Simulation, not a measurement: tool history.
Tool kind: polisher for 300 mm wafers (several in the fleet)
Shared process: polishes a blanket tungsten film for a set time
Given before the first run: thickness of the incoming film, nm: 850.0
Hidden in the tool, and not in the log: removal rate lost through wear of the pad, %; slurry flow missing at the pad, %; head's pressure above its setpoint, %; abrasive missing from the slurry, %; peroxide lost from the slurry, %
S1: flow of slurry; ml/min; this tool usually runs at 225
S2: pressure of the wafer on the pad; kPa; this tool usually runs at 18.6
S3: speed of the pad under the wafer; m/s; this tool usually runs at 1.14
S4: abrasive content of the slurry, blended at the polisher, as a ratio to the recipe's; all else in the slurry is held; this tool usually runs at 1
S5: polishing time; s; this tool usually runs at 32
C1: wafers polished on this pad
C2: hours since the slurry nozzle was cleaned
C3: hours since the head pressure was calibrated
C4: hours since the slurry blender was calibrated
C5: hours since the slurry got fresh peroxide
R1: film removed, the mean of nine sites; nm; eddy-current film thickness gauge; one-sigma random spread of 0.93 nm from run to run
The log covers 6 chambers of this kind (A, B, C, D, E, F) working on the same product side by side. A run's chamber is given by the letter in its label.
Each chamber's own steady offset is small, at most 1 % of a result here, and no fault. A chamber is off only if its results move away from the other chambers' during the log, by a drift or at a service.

run,hour,S1,S2,S3,S4,S5,C1,C2,C3,C4,C5,R1
1D,3.9,225,18.6,1.14,1,32,657,20.9,688.6,265.2,124.6,109.6
# hour 5: chamber A: worn pad replaced by a new one
2F,7,225,18.6,1.14,1,32,227,77.4,246.7,295.1,10.3,109.29
# hour 11.1: chamber C: worn pad replaced by a new one
3E,11.2,225,18.6,1.14,1,32,1057,43.6,1170.4,48.2,88.8,108.82
# hour 12: chamber F: slurry blender recalibrated
# hour 14.6: chamber B: worn pad replaced by a new one
4A,14.6,225,18.6,1.14,1,32,137,606.9,922.2,18.5,78.1,110.51
# hour 15.2: chamber D: worn pad replaced by a new one
# hour 16.3: chamber D: slurry tank refilled with fresh slurry and peroxide
5C,16.9,225,18.6,1.14,1,32,83,25.6,536.6,344.3,21.4,109.59
6B,19.3,225,18.6,1.14,1,32,67,148.7,418.2,75,56.1,110.43
# hour 20.4: chamber E: worn pad replaced by a new one
# hour 20.9: chamber E: slurry tank refilled with fresh slurry and peroxide
7E,21.7,225,18.6,1.14,1,32,19,54.1,1180.9,58.7,0.8,109.19
8D,26.3,225,18.6,1.14,1,32,158,43.3,711,287.6,10.1,110.79
9A,30.4,225,18.6,1.14,1,32,362,622.7,938,34.3,93.9,110.68
# hour 32.6: chamber F: worn pad replaced by a new one
10F,33,225,18.6,1.14,1,32,5,103.4,272.7,21,36.3,110.47
11C,37.6,225,18.6,1.14,1,32,377,46.3,557.3,365,42.1,109.98
12B,40.1,225,18.6,1.14,1,32,363,169.5,439,95.8,76.9,109.39
13B,43.2,225,18.6,1.14,1,32,407,172.6,442.1,98.9,80,110.6
# hour 43.3: chamber B: slurry tank refilled with fresh slurry and peroxide
14D,47.8,225,18.6,1.14,1,32,464,64.8,732.5,309.1,31.6,111.22
# hour 49.2: chamber C: slurry blender recalibrated
# hour 52.3: chamber F: slurry tank refilled with fresh slurry and peroxide
15A,52.3,225,18.6,1.14,1,32,674,644.6,959.9,56.2,115.8,114.79
# hour 55: chamber A: slurry tank refilled with fresh slurry and peroxide
16E,56.2,225,18.6,1.14,1,32,510,88.6,1215.4,93.2,35.3,109.88
17C,59.2,225,18.6,1.14,1,32,685,67.9,578.9,10.1,63.7,109.84
18F,63.4,225,18.6,1.14,1,38,438,133.8,303.1,51.4,11.2,131.07
# hour 64.5: chamber C: worn pad replaced by a new one
# hour 64.7: chamber A: worn pad replaced by a new one
19B,66.1,225,18.6,1.14,1,38,733,195.5,465,121.8,22.9,130.92
# hour 66.2: chamber B: slurry blender recalibrated
# hour 68.1: chamber D: head pressure recalibrated
20D,70.4,225,18.6,1.14,1,38,786,87.4,2.4,331.7,54.2,130.83
# hour 71: chamber F: worn pad replaced by a new one
# hour 72.4: chamber B: worn pad replaced by a new one
# hour 73.7: chamber D: worn pad replaced by a new one
21F,74,225,18.6,1.14,1,38,43,144.4,313.7,62,21.8,130.49
22A,78,225,18.6,1.14,1,38,190,670.3,985.6,81.9,23,138.8
23E,81.1,225,18.6,1.14,1,38,864,113.5,1240.3,118.1,60.2,130.11
24C,85.4,225,18.6,1.14,1,32,298,94.1,605.1,36.3,89.9,108.96
25C,89.3,225,18.6,1.14,1,32,353,98,609,40.2,93.8,111.48
# hour 91.6: chamber B: slurry nozzle cleaned
26F,92.3,225,18.6,1.14,1,23,303,162.7,332,80.3,40.1,79.593
# hour 96.4: chamber C: slurry tank refilled with fresh slurry and peroxide
27A,96.8,225,18.6,1.14,1,23,458,689.1,1004.4,100.7,41.8,85.494
28D,100.5,225,18.6,1.14,1,23,381,117.5,32.5,361.8,84.3,79.912
# hour 103.1: chamber B: slurry tank refilled with fresh slurry and peroxide
# hour 104.5: chamber F: slurry tank refilled with fresh slurry and peroxide
29B,104.5,225,18.6,1.14,1,23,457,12.9,503.4,38.4,1.4,78.93
# hour 106.5: chamber F: worn pad replaced by a new one
30E,108.9,225,18.6,1.14,1,23,1260,141.3,1268.1,145.9,88,77.179
# hour 111.1: chamber C: worn pad replaced by a new one
31E,112.2,225,18.6,1.14,1,23,1307,144.6,1271.4,149.2,91.3,78.832
32F,116.4,225,18.6,1.14,1,32,142,186.8,356.1,104.4,12,110.56
33A,119.8,225,18.6,1.14,1,32,785,712.1,1027.4,123.7,64.8,120.39
34D,122.7,225,18.6,1.14,1,32,697,139.7,54.7,384,106.5,110.31
35C,125.3,225,18.6,1.14,1,32,202,134,645,76.2,29,110.59
36B,128.6,225,18.6,1.14,1,32,800,37,527.5,62.5,25.5,110.29

Is one chamber off against the others, does the gauge drift, or is nothing wrong? If a chamber is off, say which, and what the likeliest cause is.

One chamber, A, drifts off from the rest bit by bit.
Most likely cause: head's pressure above its setpoint, % = 10.4.

Here are 4 candidates for chamber A's next run, each the usual settings with a change, their results left as question marks. Which one brings its results back in line with what the others give on the usual settings?
In line means no further than this from the other chambers' mean on the usual settings: R1 3.3 nm
37A-1,132,225,19.3,1.2,1,32,,,,,,?
37A-2,132,225,17.9,1.08,1,30,,,,,,?
37A-3,132,225,18.6,1.14,1,29,,,,,,?
37A-4,132,225,20,1.24,1,32,,,,,,?

What the other chambers average on the usual settings: R1 109.97 nm
run,R1
37A-1,132.28
37A-2,103.6
37A-3,109.8
37A-4,141.59
It is 37A-3 that realigns the chamber with its peers.
